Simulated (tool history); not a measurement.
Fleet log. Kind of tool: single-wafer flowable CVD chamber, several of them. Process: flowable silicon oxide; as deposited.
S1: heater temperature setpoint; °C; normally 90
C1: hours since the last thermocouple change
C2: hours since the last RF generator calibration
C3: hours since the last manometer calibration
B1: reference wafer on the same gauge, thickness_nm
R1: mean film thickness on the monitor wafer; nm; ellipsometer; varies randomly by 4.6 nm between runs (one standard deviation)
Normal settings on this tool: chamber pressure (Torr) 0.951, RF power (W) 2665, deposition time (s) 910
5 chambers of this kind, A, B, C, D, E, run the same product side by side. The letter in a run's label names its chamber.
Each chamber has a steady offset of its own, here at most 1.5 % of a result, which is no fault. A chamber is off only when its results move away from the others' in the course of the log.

run 1C hour=7 | S1=90 chamber_pressure_(Torr)=0.951 RF_power_(W)=2665 deposition_time_(s)=910 | C1=606.3 C2=1686.6 C3=1859.7 | B1=980.13 | R1=1009.8
run 2E hour=10.4 | S1=90 chamber_pressure_(Torr)=0.951 RF_power_(W)=2665 deposition_time_(s)=910 | C1=1898.5 C2=240.2 C3=465.7 | B1=979.42 | R1=994.31
run 3D hour=14.6 | S1=90 chamber_pressure_(Torr)=0.951 RF_power_(W)=2665 deposition_time_(s)=910 | C1=1243 C2=457.7 C3=1126.7 | B1=980 | R1=1007.5
run 4A hour=18.6 | S1=90 chamber_pressure_(Torr)=0.951 RF_power_(W)=2665 deposition_time_(s)=910 | C1=579.3 C2=277.5 C3=1535.7 | B1=979.9 | R1=1000.1
run 5B hour=22.7 | S1=90 chamber_pressure_(Torr)=0.951 RF_power_(W)=2665 deposition_time_(s)=910 | C1=389.7 C2=1821.9 C3=1066.1 | B1=980.41 | R1=1003.3
run 6D hour=30.1 | S1=90 chamber_pressure_(Torr)=0.951 RF_power_(W)=2665 deposition_time_(s)=910 | C1=1258.5 C2=473.2 C3=1142.2 | B1=979.49 | R1=1005.2
run 7E hour=35.1 | S1=104 chamber_pressure_(Torr)=0.951 RF_power_(W)=2665 deposition_time_(s)=749 | C1=1923.2 C2=264.9 C3=490.4 | B1=980.64 | R1=519.2
run 8A hour=40.3 | S1=104 chamber_pressure_(Torr)=0.951 RF_power_(W)=2665 deposition_time_(s)=749 | C1=601 C2=299.2 C3=1557.4 | B1=979.58 | R1=520.82
run 9C hour=46.8 | S1=104 chamber_pressure_(Torr)=0.951 RF_power_(W)=2665 deposition_time_(s)=749 | C1=646.1 C2=1726.4 C3=1899.5 | B1=980.13 | R1=523.51
run 10B hour=54.2 | S1=104 chamber_pressure_(Torr)=0.951 RF_power_(W)=2665 deposition_time_(s)=749 | C1=421.2 C2=1853.4 C3=1097.6 | B1=979.67 | R1=508.68
run 11E hour=59.4 | S1=104 chamber_pressure_(Torr)=0.951 RF_power_(W)=2665 deposition_time_(s)=749 | C1=1947.5 C2=289.2 C3=514.7 | B1=980.15 | R1=514.88
-- hour=65.8 chamber E: thermocouple changed; heater temperature recalibrated
run 12B hour=66 | S1=90 chamber_pressure_(Torr)=0.951 RF_power_(W)=2665 deposition_time_(s)=910 | C1=433 C2=1865.2 C3=1109.4 | B1=978.89 | R1=991.76
run 13A hour=70.7 | S1=90 chamber_pressure_(Torr)=0.951 RF_power_(W)=2665 deposition_time_(s)=910 | C1=631.4 C2=329.6 C3=1587.8 | B1=981.26 | R1=1010.4
run 14D hour=75.4 | S1=90 chamber_pressure_(Torr)=0.951 RF_power_(W)=2665 deposition_time_(s)=910 | C1=1303.8 C2=518.5 C3=1187.5 | B1=979.16 | R1=1001.2
run 15C hour=79 | S1=90 chamber_pressure_(Torr)=0.951 RF_power_(W)=2665 deposition_time_(s)=910 | C1=678.3 C2=1758.6 C3=1931.7 | B1=979.51 | R1=1011.5
run 16A hour=86 | S1=90 chamber_pressure_(Torr)=0.951 RF_power_(W)=2665 deposition_time_(s)=910 | C1=646.7 C2=344.9 C3=1603.1 | B1=979.42 | R1=1013.3
run 17B hour=91.3 | S1=90 chamber_pressure_(Torr)=0.951 RF_power_(W)=2665 deposition_time_(s)=910 | C1=458.3 C2=1890.5 C3=1134.7 | B1=979.02 | R1=999.04
run 18E hour=97.7 | S1=90 chamber_pressure_(Torr)=0.951 RF_power_(W)=2665 deposition_time_(s)=910 | C1=31.9 C2=327.5 C3=553 | B1=980.05 | R1=998.56
run 19D hour=104.7 | S1=90 chamber_pressure_(Torr)=0.951 RF_power_(W)=2665 deposition_time_(s)=910 | C1=1333.1 C2=547.8 C3=1216.8 | B1=979.76 | R1=991.1
run 20C hour=111.2 | S1=90 chamber_pressure_(Torr)=0.951 RF_power_(W)=2425 deposition_time_(s)=910 | C1=710.5 C2=1790.8 C3=1963.9 | B1=980.02 | R1=994.23
run 21B hour=118.5 | S1=90 chamber_pressure_(Torr)=0.951 RF_power_(W)=2425 deposition_time_(s)=910 | C1=485.5 C2=1917.7 C3=1161.9 | B1=979.63 | R1=979.04
run 22D hour=125.3 | S1=90 chamber_pressure_(Torr)=0.951 RF_power_(W)=2425 deposition_time_(s)=910 | C1=1353.7 C2=568.4 C3=1237.4 | B1=980.46 | R1=989.22
run 23A hour=129.5 | S1=90 chamber_pressure_(Torr)=0.951 RF_power_(W)=2425 deposition_time_(s)=910 | C1=690.2 C2=388.4 C3=1646.6 | B1=981.27 | R1=1004.1
-- hour=129.9 chamber C: capacitance manometer re-zeroed and calibrated
run 24E hour=135.9 | S1=90 chamber_pressure_(Torr)=0.951 RF_power_(W)=2425 deposition_time_(s)=910 | C1=70.1 C2=365.7 C3=591.2 | B1=981.31 | R1=980.15
run 25C hour=142.5 | S1=90 chamber_pressure_(Torr)=0.951 RF_power_(W)=2665 deposition_time_(s)=910 | C1=741.8 C2=1822.1 C3=12.6 | B1=980.65 | R1=1016.3
run 26A hour=149.3 | S1=90 chamber_pressure_(Torr)=0.951 RF_power_(W)=2665 deposition_time_(s)=910 | C1=710 C2=408.2 C3=1666.4 | B1=979.88 | R1=1029.3
run 27E hour=154.4 | S1=90 chamber_pressure_(Torr)=0.951 RF_power_(W)=2665 deposition_time_(s)=910 | C1=88.6 C2=384.2 C3=609.7 | B1=979.68 | R1=987.53
run 28B hour=158.3 | S1=90 chamber_pressure_(Torr)=0.951 RF_power_(W)=2665 deposition_time_(s)=910 | C1=525.3 C2=1957.5 C3=1201.7 | B1=980.29 | R1=1003.5
run 29C hour=165.5 | S1=90 chamber_pressure_(Torr)=0.951 RF_power_(W)=2665 deposition_time_(s)=910 | C1=764.8 C2=1845.1 C3=35.6 | B1=978.84 | R1=1017.4
run 30D hour=172.6 | S1=90 chamber_pressure_(Torr)=0.951 RF_power_(W)=2665 deposition_time_(s)=910 | C1=1401 C2=615.7 C3=1284.7 | B1=978.8 | R1=996.62
run 31E hour=179.1 | S1=90 chamber_pressure_(Torr)=0.951 RF_power_(W)=2665 deposition_time_(s)=910 | C1=113.3 C2=408.9 C3=634.4 | B1=980.26 | R1=995.51
run 32B hour=184.6 | S1=77 chamber_pressure_(Torr)=0.951 RF_power_(W)=2665 deposition_time_(s)=910 | C1=551.6 C2=1983.8 C3=1228 | B1=980.01 | R1=1447.7
run 33A hour=190.1 | S1=77 chamber_pressure_(Torr)=0.951 RF_power_(W)=2665 deposition_time_(s)=910 | C1=750.8 C2=449 C3=1707.2 | B1=980.96 | R1=1507.1
run 34D hour=195.3 | S1=77 chamber_pressure_(Torr)=0.951 RF_power_(W)=2665 deposition_time_(s)=910 | C1=1423.7 C2=638.4 C3=1307.4 | B1=980.96 | R1=1467
run 35C hour=199.9 | S1=77 chamber_pressure_(Torr)=0.951 RF_power_(W)=2665 deposition_time_(s)=910 | C1=799.2 C2=1879.5 C3=70 | B1=980.31 | R1=1479.2
run 36E hour=203.2 | S1=77 chamber_pressure_(Torr)=0.951 RF_power_(W)=2665 deposition_time_(s)=910 | C1=137.4 C2=433 C3=658.5 | B1=979.46 | R1=1440.9
run 37C hour=209.3 | S1=90 chamber_pressure_(Torr)=0.951 RF_power_(W)=2665 deposition_time_(s)=910 | C1=808.6 C2=1888.9 C3=79.4 | B1=981.88 | R1=1005.2
run 38B hour=213.3 | S1=90 chamber_pressure_(Torr)=0.951 RF_power_(W)=2665 deposition_time_(s)=910 | C1=580.3 C2=2012.5 C3=1256.7 | B1=981.1 | R1=1002.3

The same settings go to every chamber for the next run, one line per chamber below. Forecast the results for each:
run 39A hour=218.8 | S1=90 chamber_pressure_(Torr)=0.812 RF_power_(W)=2665 deposition_time_(s)=910 | R1=?
run 39B hour=218.8 | S1=90 chamber_pressure_(Torr)=0.812 RF_power_(W)=2665 deposition_time_(s)=910 | R1=?
run 39C hour=218.8 | S1=90 chamber_pressure_(Torr)=0.812 RF_power_(W)=2665 deposition_time_(s)=910 | R1=?
run 39D hour=218.8 | S1=90 chamber_pressure_(Torr)=0.812 RF_power_(W)=2665 deposition_time_(s)=910 | R1=?
run 39E hour=218.8 | S1=90 chamber_pressure_(Torr)=0.812 RF_power_(W)=2665 deposition_time_(s)=910 | R1=?

run=39A R1=857.3
run=39B R1=816.09
run=39C R1=824
run=39D R1=821.45
run=39E R1=821.05

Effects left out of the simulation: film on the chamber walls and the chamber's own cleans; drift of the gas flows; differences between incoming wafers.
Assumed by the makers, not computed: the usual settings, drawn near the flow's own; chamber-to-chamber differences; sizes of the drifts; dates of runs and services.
